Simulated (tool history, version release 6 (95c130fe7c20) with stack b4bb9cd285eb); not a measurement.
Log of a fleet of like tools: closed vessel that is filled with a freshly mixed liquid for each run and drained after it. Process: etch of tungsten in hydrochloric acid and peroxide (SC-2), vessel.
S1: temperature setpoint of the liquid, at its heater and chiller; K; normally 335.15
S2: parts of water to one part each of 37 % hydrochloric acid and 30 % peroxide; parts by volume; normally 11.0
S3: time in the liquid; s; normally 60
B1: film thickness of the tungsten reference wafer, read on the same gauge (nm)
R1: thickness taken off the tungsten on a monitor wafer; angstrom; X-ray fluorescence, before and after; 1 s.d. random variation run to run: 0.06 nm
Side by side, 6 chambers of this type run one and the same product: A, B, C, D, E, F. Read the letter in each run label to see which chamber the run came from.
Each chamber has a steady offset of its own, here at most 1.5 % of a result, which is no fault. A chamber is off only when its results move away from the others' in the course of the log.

Run 1C, hour 14.6: usual settings; B1 60.015. Result: R1 195.11 angstrom.
Run 2E, hour 24.8: usual settings; B1 59.992. Result: R1 195.81 angstrom.
Run 3B, hour 35.7: usual settings; B1 59.986. Result: R1 197.91 angstrom.
At hour 36.0: chamber A: new drum of peroxide connected.
Run 4F, hour 47.7: usual settings; B1 60.000. Result: R1 198.39 angstrom.
Run 5D, hour 62.9: usual settings; B1 59.975. Result: R1 198.49 angstrom.
Run 6A, hour 72.0: usual settings but S1 332.15 K, S3 40 s; B1 59.977. Result: R1 109.91 angstrom.
Run 7F, hour 79.8: usual settings but S1 332.15 K, S3 40 s; B1 59.993. Result: R1 109.41 angstrom.
Run 8A, hour 89.8: usual settings but S1 332.15 K, S3 40 s; B1 60.006. Result: R1 109.96 angstrom.
Run 9E, hour 98.0: usual settings but S1 332.15 K, S3 40 s; B1 60.005. Result: R1 108.65 angstrom.
Run 10D, hour 106.4: usual settings but S1 332.15 K, S3 40 s; B1 59.979. Result: R1 109.49 angstrom.
Run 11C, hour 117.3: usual settings but S1 332.15 K, S3 40 s; B1 59.980. Result: R1 107.49 angstrom.
Run 12B, hour 125.9: usual settings; B1 60.008. Result: R1 195.73 angstrom.
Run 13E, hour 136.2: usual settings; B1 59.996. Result: R1 196.14 angstrom.
Run 14A, hour 144.0: usual settings; B1 60.001. Result: R1 199.78 angstrom.
At hour 146.0: chamber B: new drum of peroxide connected.
Run 15B, hour 152.5: usual settings; B1 60.028. Result: R1 196.06 angstrom.
At hour 154.4: chamber D: chemicals flow meter replaced.
At hour 155.8: chamber D: thermometer replaced.
Run 16D, hour 161.1: usual settings; B1 59.986. Result: R1 197.94 angstrom.
Run 17F, hour 175.1: usual settings but S1 342.65 K, S2 13.5 parts by volume; B1 59.999. Result: R1 261.85 angstrom.
Run 18C, hour 191.2: usual settings but S1 342.65 K, S2 13.5 parts by volume; B1 59.984. Result: R1 260.36 angstrom.
Run 19F, hour 198.4: usual settings but S1 342.65 K, S2 13.5 parts by volume; B1 60.006. Result: R1 263.10 angstrom.
Run 20C, hour 212.1: usual settings but S1 342.65 K, S2 13.5 parts by volume; B1 59.994. Result: R1 260.86 angstrom.
Run 21A, hour 223.9: usual settings but S1 342.65 K, S2 13.5 parts by volume; B1 59.993. Result: R1 260.49 angstrom.
Run 22B, hour 237.2: usual settings but S1 342.65 K, S2 13.5 parts by volume; B1 59.999. Result: R1 262.96 angstrom.
Run 23D, hour 252.3: usual settings; B1 59.997. Result: R1 198.53 angstrom.
Run 24E, hour 262.7: usual settings; B1 59.999. Result: R1 196.42 angstrom.
Run 25A, hour 270.9: usual settings; B1 60.008. Result: R1 197.78 angstrom.
Run 26B, hour 277.8: usual settings; B1 60.006. Result: R1 197.60 angstrom.
Run 27D, hour 289.6: usual settings; B1 60.009. Result: R1 198.98 angstrom.
Run 28E, hour 300.4: usual settings; B1 60.003. Result: R1 196.83 angstrom.
Run 29F, hour 312.5: usual settings but S3 85 s; B1 59.996. Result: R1 278.61 angstrom.
Run 30C, hour 327.3: usual settings but S3 85 s; B1 60.011. Result: R1 277.05 angstrom.
Run 31C, hour 337.5: usual settings but S3 85 s; B1 60.018. Result: R1 275.92 angstrom.
Run 32A, hour 352.8: usual settings but S3 85 s; B1 59.987. Result: R1 281.83 angstrom.
Run 33F, hour 368.9: usual settings but S3 85 s; B1 59.990. Result: R1 279.52 angstrom.
Run 34D, hour 376.7: usual settings but S3 85 s; B1 59.985. Result: R1 281.05 angstrom.
Run 35B, hour 389.6: usual settings; B1 60.005. Result: R1 196.82 angstrom.
At hour 402.2: chamber C: chemicals flow meter replaced.
Run 36E, hour 403.7: usual settings; B1 60.014. Result: R1 197.46 angstrom.
Run 37C, hour 416.6: usual settings; B1 59.987. Result: R1 196.47 angstrom.
Run 38D, hour 430.0: usual settings; B1 60.020. Result: R1 198.80 angstrom.

Next, all 6 chambers run the settings below, one line each with question marks for the results. What does each chamber give?
Run 39A, hour 441.5: usual settings. Result: R1 ?.
Run 39B, hour 441.5: usual settings. Result: R1 ?.
Run 39C, hour 441.5: usual settings. Result: R1 ?.
Run 39D, hour 441.5: usual settings. Result: R1 ?.
Run 39E, hour 441.5: usual settings. Result: R1 ?.
Run 39F, hour 441.5: usual settings. Result: R1 ?.

run      R1
39A  198.08
39B  196.47
39C  195.15
39D  197.97
39E  197.24
39F  197.72
